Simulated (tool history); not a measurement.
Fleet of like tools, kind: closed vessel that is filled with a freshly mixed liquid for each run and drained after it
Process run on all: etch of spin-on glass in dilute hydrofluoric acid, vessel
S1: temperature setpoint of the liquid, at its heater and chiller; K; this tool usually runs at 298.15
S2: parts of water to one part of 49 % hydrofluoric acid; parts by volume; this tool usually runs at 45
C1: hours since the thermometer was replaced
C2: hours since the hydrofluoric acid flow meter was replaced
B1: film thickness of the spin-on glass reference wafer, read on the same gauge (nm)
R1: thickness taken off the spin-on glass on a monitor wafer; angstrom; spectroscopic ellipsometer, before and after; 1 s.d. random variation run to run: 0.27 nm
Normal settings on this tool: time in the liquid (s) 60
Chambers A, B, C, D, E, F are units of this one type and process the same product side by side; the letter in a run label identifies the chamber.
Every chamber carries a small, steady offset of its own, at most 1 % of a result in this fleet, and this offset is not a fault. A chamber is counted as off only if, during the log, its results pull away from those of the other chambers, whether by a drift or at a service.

{"run": "1A", "hour": 8.4, "S1": 298.15, "S2": 45, "time in the liquid (s)": 60, "C1": 1994.9, "C2": 189.7, "B1": 109.98, "R1": 729.73}
{"run": "2F", "hour": 19.7, "S1": 298.15, "S2": 45, "time in the liquid (s)": 60, "C1": 1593.1, "C2": 181.3, "B1": 110.0, "R1": 738.44}
{"run": "3B", "hour": 26.2, "S1": 298.15, "S2": 45, "time in the liquid (s)": 60, "C1": 531.5, "C2": 599.4, "B1": 109.96, "R1": 732.4}
{"run": "4E", "hour": 34.1, "S1": 298.15, "S2": 45, "time in the liquid (s)": 60, "C1": 1091.3, "C2": 631.8, "B1": 110.07, "R1": 733.97}
{"run": "5D", "hour": 40.9, "S1": 298.15, "S2": 45, "time in the liquid (s)": 60, "C1": 689.5, "C2": 380.8, "B1": 110.0, "R1": 732.94}
{"run": "6C", "hour": 54.2, "S1": 298.15, "S2": 45, "time in the liquid (s)": 60, "C1": 518.8, "C2": 504.8, "B1": 110.03, "R1": 729.55}
{"run": "7E", "hour": 67.4, "S1": 298.15, "S2": 45, "time in the liquid (s)": 60, "C1": 1124.6, "C2": 665.1, "B1": 110.01, "R1": 731.13}
{"run": "8F", "hour": 81.0, "S1": 298.15, "S2": 45, "time in the liquid (s)": 60, "C1": 1654.4, "C2": 242.6, "B1": 110.0, "R1": 739.37}
{"hour": 83.5, "done": "chamber D: thermometer replaced"}
{"run": "9B", "hour": 94.0, "S1": 298.15, "S2": 45, "time in the liquid (s)": 60, "C1": 599.3, "C2": 667.2, "B1": 110.0, "R1": 734.62}
{"run": "10D", "hour": 104.5, "S1": 298.15, "S2": 45, "time in the liquid (s)": 60, "C1": 21.1, "C2": 444.4, "B1": 110.01, "R1": 732.45}
{"hour": 108.4, "done": "chamber E: hydrofluoric acid flow meter replaced"}
{"run": "11A", "hour": 114.0, "S1": 295.15, "S2": 65, "time in the liquid (s)": 60, "C1": 2100.5, "C2": 295.3, "B1": 110.0, "R1": 436.48}
{"hour": 121.2, "done": "chamber C: thermometer replaced"}
{"run": "12C", "hour": 126.3, "S1": 295.15, "S2": 65, "time in the liquid (s)": 60, "C1": 5.1, "C2": 576.9, "B1": 109.95, "R1": 433.77}
{"run": "13E", "hour": 132.7, "S1": 295.15, "S2": 65, "time in the liquid (s)": 60, "C1": 1189.9, "C2": 24.4, "B1": 110.02, "R1": 442.23}
{"run": "14D", "hour": 141.3, "S1": 295.15, "S2": 65, "time in the liquid (s)": 60, "C1": 57.9, "C2": 481.2, "B1": 109.99, "R1": 434.99}
{"hour": 151.4, "done": "chamber A: thermometer replaced"}
{"run": "15A", "hour": 155.2, "S1": 295.15, "S2": 65, "time in the liquid (s)": 60, "C1": 3.9, "C2": 336.5, "B1": 110.01, "R1": 437.37}
{"run": "16C", "hour": 167.5, "S1": 295.15, "S2": 65, "time in the liquid (s)": 60, "C1": 46.3, "C2": 618.1, "B1": 109.99, "R1": 431.75}
{"run": "17F", "hour": 178.1, "S1": 298.15, "S2": 45, "time in the liquid (s)": 80, "C1": 1751.5, "C2": 339.7, "B1": 110.01, "R1": 985.95}
{"run": "18B", "hour": 189.7, "S1": 298.15, "S2": 45, "time in the liquid (s)": 80, "C1": 695.0, "C2": 762.9, "B1": 109.98, "R1": 984.66}
{"run": "19D", "hour": 196.1, "S1": 298.15, "S2": 45, "time in the liquid (s)": 80, "C1": 112.7, "C2": 536.0, "B1": 109.97, "R1": 973.87}
{"hour": 208.1, "done": "chamber F: hydrofluoric acid flow meter replaced"}
{"run": "20B", "hour": 209.6, "S1": 298.15, "S2": 45, "time in the liquid (s)": 80, "C1": 714.9, "C2": 782.8, "B1": 110.02, "R1": 976.86}
{"run": "21F", "hour": 218.2, "S1": 298.15, "S2": 45, "time in the liquid (s)": 80, "C1": 1791.6, "C2": 10.1, "B1": 110.01, "R1": 984.4}
{"run": "22C", "hour": 226.3, "S1": 298.15, "S2": 45, "time in the liquid (s)": 80, "C1": 105.1, "C2": 676.9, "B1": 109.99, "R1": 973.93}
{"run": "23E", "hour": 239.0, "S1": 298.15, "S2": 45, "time in the liquid (s)": 60, "C1": 1296.2, "C2": 130.7, "B1": 110.01, "R1": 731.54}
{"run": "24A", "hour": 247.9, "S1": 298.15, "S2": 45, "time in the liquid (s)": 60, "C1": 96.6, "C2": 429.2, "B1": 110.0, "R1": 730.14}
{"hour": 255.5, "done": "chamber B: hydrofluoric acid flow meter replaced"}
{"run": "25C", "hour": 260.2, "S1": 298.15, "S2": 45, "time in the liquid (s)": 60, "C1": 139.0, "C2": 710.8, "B1": 110.0, "R1": 726.88}
{"run": "26B", "hour": 272.0, "S1": 298.15, "S2": 45, "time in the liquid (s)": 60, "C1": 777.3, "C2": 16.6, "B1": 109.97, "R1": 732.96}
{"run": "27F", "hour": 283.3, "S1": 298.15, "S2": 45, "time in the liquid (s)": 60, "C1": 1856.7, "C2": 75.2, "B1": 110.01, "R1": 736.54}
{"run": "28D", "hour": 292.2, "S1": 298.15, "S2": 45, "time in the liquid (s)": 60, "C1": 208.8, "C2": 632.1, "B1": 110.03, "R1": 728.1}
{"run": "29E", "hour": 298.7, "S1": 298.15, "S2": 45, "time in the liquid (s)": 35, "C1": 1355.9, "C2": 190.4, "B1": 110.01, "R1": 428.82}
{"run": "30A", "hour": 310.2, "S1": 298.15, "S2": 45, "time in the liquid (s)": 35, "C1": 158.9, "C2": 491.5, "B1": 110.01, "R1": 423.45}
{"run": "31A", "hour": 316.5, "S1": 298.15, "S2": 45, "time in the liquid (s)": 35, "C1": 165.2, "C2": 497.8, "B1": 110.01, "R1": 427.01}
{"run": "32C", "hour": 326.5, "S1": 298.15, "S2": 45, "time in the liquid (s)": 35, "C1": 205.3, "C2": 777.1, "B1": 109.97, "R1": 427.35}
{"run": "33D", "hour": 336.9, "S1": 298.15, "S2": 45, "time in the liquid (s)": 35, "C1": 253.5, "C2": 676.8, "B1": 110.0, "R1": 424.49}
{"run": "34F", "hour": 346.6, "S1": 298.15, "S2": 45, "time in the liquid (s)": 35, "C1": 1920.0, "C2": 138.5, "B1": 109.95, "R1": 430.54}
{"run": "35E", "hour": 353.0, "S1": 298.15, "S2": 35, "time in the liquid (s)": 60, "C1": 1410.2, "C2": 244.7, "B1": 110.0, "R1": 958.62}
{"run": "36B", "hour": 365.5, "S1": 298.15, "S2": 35, "time in the liquid (s)": 60, "C1": 870.8, "C2": 110.1, "B1": 110.03, "R1": 963.83}

Which is it: a chamber that has drifted or been left off by a service, a gauge drift common to all chambers, or only each chamber's usual small offset? If a chamber is off, name it and its likeliest cause.

The fleet is healthy, with each chamber sitting at its usual small offset and no drift in the gauge.

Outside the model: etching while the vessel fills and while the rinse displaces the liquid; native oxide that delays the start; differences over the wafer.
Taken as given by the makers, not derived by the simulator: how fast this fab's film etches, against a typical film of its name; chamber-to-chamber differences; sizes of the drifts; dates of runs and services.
